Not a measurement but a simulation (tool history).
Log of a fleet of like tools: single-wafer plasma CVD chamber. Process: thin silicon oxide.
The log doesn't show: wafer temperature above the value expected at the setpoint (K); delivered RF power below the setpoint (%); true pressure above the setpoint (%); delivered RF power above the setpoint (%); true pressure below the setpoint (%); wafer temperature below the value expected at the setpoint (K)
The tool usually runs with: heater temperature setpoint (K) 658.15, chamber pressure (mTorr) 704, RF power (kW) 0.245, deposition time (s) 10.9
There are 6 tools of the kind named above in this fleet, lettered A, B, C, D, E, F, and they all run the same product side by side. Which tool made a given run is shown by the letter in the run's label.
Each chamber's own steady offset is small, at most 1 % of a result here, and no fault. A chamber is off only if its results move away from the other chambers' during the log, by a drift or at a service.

run   hour  heater temperature setpoint (K)  chamber pressure (mTorr)  RF power (kW)  deposition time (s)  hours since the last thermocouple change  hours since the last RF generator calibration  hours since the last manometer calibration  read-back reference wafer on the same gauge, thickness_nm  mean film thickness on the monitor wafer (nm)
 1C    9.0                           658.15                       704          0.245                 10.9                                    1307.8                                          493.1                                      2034.2                                                     13.905                                         16.374
 2D   14.1                           658.15                       704          0.245                 10.9                                    1316.9                                          659.2                                       651.6                                                     13.899                                         16.449
 3F   23.6                           658.15                       704          0.245                 10.9                                     574.3                                         1080.1                                      1682.2                                                     13.895                                         16.215
 4B   34.2                           658.15                       704          0.245                 10.9                                     977.8                                         2434.2                                      2165.1                                                     13.891                                         16.084
 5A   41.2                           658.15                       704          0.245                 10.9                                     634.9                                          560.9                                      1289.2                                                     13.897                                         16.266
 6E   51.2                           658.15                       704          0.245                 10.9                                     540.0                                          767.9                                      1360.6                                                     13.908                                         16.309
 7B   57.6                           658.15                       704          0.220                 10.9                                    1001.2                                         2457.6                                      2188.5                                                     13.903                                         15.408
 8C   63.1                           658.15                       704          0.220                 10.9                                    1361.9                                          547.2                                      2088.3                                                     13.889                                         15.507
 9A   71.7                           658.15                       704          0.220                 10.9                                     665.4                                          591.4                                      1319.7                                                     13.894                                         15.569
10D   79.4                           658.15                       704          0.220                 10.9                                    1382.2                                          724.5                                       716.9                                                     13.888                                         15.657
11F   88.9                           658.15                       704          0.220                 10.9                                     639.6                                         1145.4                                      1747.5                                                     13.904                                         15.439
12E   94.8                           658.15                       704          0.220                 10.9                                     583.6                                          811.5                                      1404.2                                                     13.903                                         15.537
13B  103.3                           663.15                       704          0.245                 10.9                                    1046.9                                         2503.3                                      2234.2                                                     13.903                                         16.116
14F  110.1                           663.15                       704          0.245                 10.9                                     660.8                                         1166.6                                      1768.7                                                     13.908                                         16.194
15C  117.9                           663.15                       704          0.245                 10.9                                    1416.7                                          602.0                                      2143.1                                                     13.903                                         16.297
     120.1  -- chamber E: RF generator calibrated
16A  124.3                           663.15                       704          0.245                 10.9                                     718.0                                          644.0                                      1372.3                                                     13.902                                         16.157
17D  132.6                           663.15                       704          0.245                 10.9                                    1435.4                                          777.7                                       770.1                                                     13.895                                         16.205
18E  142.1                           663.15                       704          0.245                 10.9                                     630.9                                           22.1                                      1451.5                                                     13.895                                         16.284
19E  151.9                           658.15                       704          0.245                 10.9                                     640.7                                           31.9                                      1461.3                                                     13.909                                         16.393
20C  158.8                           658.15                       704          0.245                 10.9                                    1457.6                                          642.9                                      2184.0                                                     13.907                                         16.294
21D  165.6                           658.15                       704          0.245                 10.9                                    1468.4                                          810.7                                       803.1                                                     13.902                                         16.392
22B  175.7                           658.15                       704          0.245                 10.9                                    1119.3                                         2575.7                                      2306.6                                                     13.899                                         16.169
23A  185.7                           658.15                       704          0.245                 10.9                                     779.4                                          705.4                                      1433.7                                                     13.893                                         16.072
     186.5  -- chamber F: RF generator calibrated
24F  195.6                           658.15                       704          0.245                 10.9                                     746.3                                            9.2                                      1854.2                                                     13.903                                         16.283
25C  205.5                           658.15                       704          0.245                 10.9                                    1504.3                                          689.6                                      2230.7                                                     13.887                                         16.339
26E  212.7                           658.15                       704          0.245                 10.9                                     701.5                                           92.7                                      1522.1                                                     13.905                                         16.406
27A  221.6                           658.15                       704          0.245                 10.9                                     815.3                                          741.3                                      1469.6                                                     13.901                                         16.010
28F  230.2                           658.15                       704          0.245                 10.9                                     780.9                                           43.8                                      1888.8                                                     13.899                                         16.287
29B  235.7                           658.15                       704          0.245                 10.9                                    1179.3                                         2635.7                                      2366.6                                                     13.906                                         16.141
30D  241.2                           658.15                       704          0.245                 10.9                                    1544.0                                          886.3                                       878.7                                                     13.911                                         16.430
31D  245.9                           658.15                       704          0.245                 10.9                                    1548.7                                          891.0                                       883.4                                                     13.896                                         16.352
32F  252.7                           658.15                       704          0.245                 10.9                                     803.4                                           66.3                                      1911.3                                                     13.898                                         16.255
33E  263.2                           658.15                       704          0.245                 10.9                                     752.0                                          143.2                                      1572.6                                                     13.895                                         16.349
34A  268.0                           658.15                       704          0.245                 10.9                                     861.7                                          787.7                                      1516.0                                                     13.903                                         15.939
35B  277.5                           658.15                       704          0.245                 10.9                                    1221.1                                         2677.5                                      2408.4                                                     13.894                                         16.101
36C  282.1                           658.15                       704          0.245                 10.9                                    1580.9                                          766.2                                      2307.3                                                     13.893                                         16.331

Next, all 6 chambers run the settings below, one line each with question marks for the results. What does each chamber give?
37A  289.7                           658.15                       704          0.290                 10.9                                                                                                                                                                                                                                              ?
37B  289.7                           658.15                       704          0.290                 10.9                                                                                                                                                                                                                                              ?
37C  289.7                           658.15                       704          0.290                 10.9                                                                                                                                                                                                                                              ?
37D  289.7                           658.15                       704          0.290                 10.9                                                                                                                                                                                                                                              ?
37E  289.7                           658.15                       704          0.290                 10.9                                                                                                                                                                                                                                              ?
37F  289.7                           658.15                       704          0.290                 10.9                                                                                                                                                                                                                                              ?

run  mean film thickness on the monitor wafer (nm)
37A                                         17.123
37B                                         17.371
37C                                         17.591
37D                                         17.760
37E                                         17.595
37F                                         17.475

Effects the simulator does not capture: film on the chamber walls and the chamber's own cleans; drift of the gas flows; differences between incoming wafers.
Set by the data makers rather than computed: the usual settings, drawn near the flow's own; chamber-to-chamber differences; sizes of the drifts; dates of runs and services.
